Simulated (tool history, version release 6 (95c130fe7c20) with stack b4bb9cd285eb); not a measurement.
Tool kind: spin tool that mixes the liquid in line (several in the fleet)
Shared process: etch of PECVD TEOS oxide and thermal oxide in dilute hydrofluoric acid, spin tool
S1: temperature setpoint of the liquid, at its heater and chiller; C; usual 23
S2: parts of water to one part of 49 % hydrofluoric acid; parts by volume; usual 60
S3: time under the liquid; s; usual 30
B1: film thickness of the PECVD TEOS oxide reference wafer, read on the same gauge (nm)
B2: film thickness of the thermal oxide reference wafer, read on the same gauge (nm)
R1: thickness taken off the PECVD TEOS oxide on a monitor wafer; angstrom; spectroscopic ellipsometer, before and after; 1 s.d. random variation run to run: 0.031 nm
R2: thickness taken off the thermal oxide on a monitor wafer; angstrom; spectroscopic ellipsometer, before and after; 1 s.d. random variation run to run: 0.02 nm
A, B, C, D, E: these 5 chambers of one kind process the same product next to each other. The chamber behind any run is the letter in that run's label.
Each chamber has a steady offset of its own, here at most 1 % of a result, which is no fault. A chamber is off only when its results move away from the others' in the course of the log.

{"run": "1A", "hour": 7.0, "S1": 23, "S2": 60, "S3": 30, "B1": 49.997, "B2": 79.973, "R1": 63.438, "R2": 22.55}
{"run": "2B", "hour": 19.5, "S1": 23, "S2": 60, "S3": 30, "B1": 50.003, "B2": 79.967, "R1": 62.59, "R2": 22.684}
{"hour": 21.5, "done": "chamber A: thermometer replaced"}
{"run": "3D", "hour": 28.4, "S1": 23, "S2": 60, "S3": 30, "B1": 49.992, "B2": 80.005, "R1": 63.278, "R2": 22.402}
{"run": "4E", "hour": 39.7, "S1": 23, "S2": 60, "S3": 30, "B1": 49.98, "B2": 80.021, "R1": 62.994, "R2": 22.611}
{"run": "5C", "hour": 51.6, "S1": 23, "S2": 60, "S3": 30, "B1": 49.995, "B2": 79.995, "R1": 64.445, "R2": 22.208}
{"run": "6A", "hour": 62.4, "S1": 23, "S2": 60, "S3": 30, "B1": 50, "B2": 79.995, "R1": 63.794, "R2": 22.602}
{"run": "7B", "hour": 70.5, "S1": 23, "S2": 60, "S3": 30, "B1": 50.016, "B2": 79.96, "R1": 63.51, "R2": 22.374}
{"run": "8C", "hour": 80.0, "S1": 23, "S2": 60, "S3": 30, "B1": 49.992, "B2": 79.97, "R1": 64.724, "R2": 22.575}
{"run": "9D", "hour": 91.3, "S1": 19, "S2": 60, "S3": 20, "B1": 49.964, "B2": 79.998, "R1": 35.625, "R2": 12.386}
{"run": "10E", "hour": 101.2, "S1": 19, "S2": 60, "S3": 20, "B1": 50.015, "B2": 80.025, "R1": 35.725, "R2": 12.533}
{"hour": 113.5, "done": "chamber E: hydrofluoric acid flow meter replaced"}
{"run": "11D", "hour": 116.6, "S1": 19, "S2": 60, "S3": 20, "B1": 50.008, "B2": 79.988, "R1": 35.826, "R2": 12.724}
{"run": "12E", "hour": 126.5, "S1": 19, "S2": 60, "S3": 20, "B1": 50.014, "B2": 79.927, "R1": 35.727, "R2": 12.558}
{"run": "13A", "hour": 137.1, "S1": 19, "S2": 60, "S3": 20, "B1": 50.007, "B2": 80.023, "R1": 35.858, "R2": 12.853}
{"run": "14B", "hour": 145.5, "S1": 23, "S2": 60, "S3": 30, "B1": 50.016, "B2": 80.053, "R1": 63.126, "R2": 22.452}
{"run": "15C", "hour": 160.8, "S1": 23, "S2": 35, "S3": 30, "B1": 50.006, "B2": 79.965, "R1": 112.9, "R2": 40.41}
{"run": "16C", "hour": 171.9, "S1": 23, "S2": 35, "S3": 30, "B1": 50.017, "B2": 79.986, "R1": 112.53, "R2": 39.619}
{"run": "17D", "hour": 182.3, "S1": 23, "S2": 35, "S3": 30, "B1": 50.015, "B2": 79.977, "R1": 112.68, "R2": 39.551}
{"run": "18A", "hour": 190.0, "S1": 23, "S2": 35, "S3": 30, "B1": 50.005, "B2": 79.967, "R1": 111.55, "R2": 39.994}
{"run": "19B", "hour": 200.8, "S1": 23, "S2": 35, "S3": 30, "B1": 50.005, "B2": 79.995, "R1": 111.34, "R2": 39.801}
{"run": "20E", "hour": 208.1, "S1": 23, "S2": 60, "S3": 30, "B1": 49.98, "B2": 79.965, "R1": 62.855, "R2": 22.335}
{"run": "21A", "hour": 223.6, "S1": 23, "S2": 60, "S3": 30, "B1": 50, "B2": 80.034, "R1": 63.445, "R2": 22.487}
{"run": "22E", "hour": 234.2, "S1": 23, "S2": 60, "S3": 30, "B1": 49.988, "B2": 80.002, "R1": 63.307, "R2": 22.512}
{"run": "23B", "hour": 241.7, "S1": 23, "S2": 60, "S3": 30, "B1": 50.01, "B2": 80.021, "R1": 63.169, "R2": 22.352}
{"run": "24D", "hour": 249.6, "S1": 23, "S2": 60, "S3": 30, "B1": 49.98, "B2": 79.993, "R1": 63.21, "R2": 22.608}
{"hour": 263.0, "done": "chamber D: hydrofluoric acid flow meter replaced"}
{"run": "25C", "hour": 264.5, "S1": 23, "S2": 60, "S3": 20, "B1": 50.001, "B2": 80.034, "R1": 42.556, "R2": 15.06}
{"run": "26B", "hour": 274.1, "S1": 23, "S2": 60, "S3": 20, "B1": 49.987, "B2": 79.964, "R1": 42.066, "R2": 14.76}
{"run": "27C", "hour": 284.7, "S1": 23, "S2": 60, "S3": 20, "B1": 49.992, "B2": 80.063, "R1": 42.832, "R2": 15.074}
{"run": "28E", "hour": 292.1, "S1": 23, "S2": 60, "S3": 20, "B1": 50.022, "B2": 80.007, "R1": 42.447, "R2": 14.888}
{"run": "29A", "hour": 300.7, "S1": 23, "S2": 60, "S3": 20, "B1": 49.998, "B2": 79.975, "R1": 43.101, "R2": 14.913}
{"run": "30D", "hour": 309.6, "S1": 23, "S2": 60, "S3": 30, "B1": 49.991, "B2": 79.977, "R1": 63.34, "R2": 22.803}

One chamber off, gauge drift, or nothing amiss beyond the chambers' own small offsets? If it is a chamber, which one, and what is the likeliest cause?

No chamber is off and the gauge is stable; the differences are just each chamber's small, constant offset.
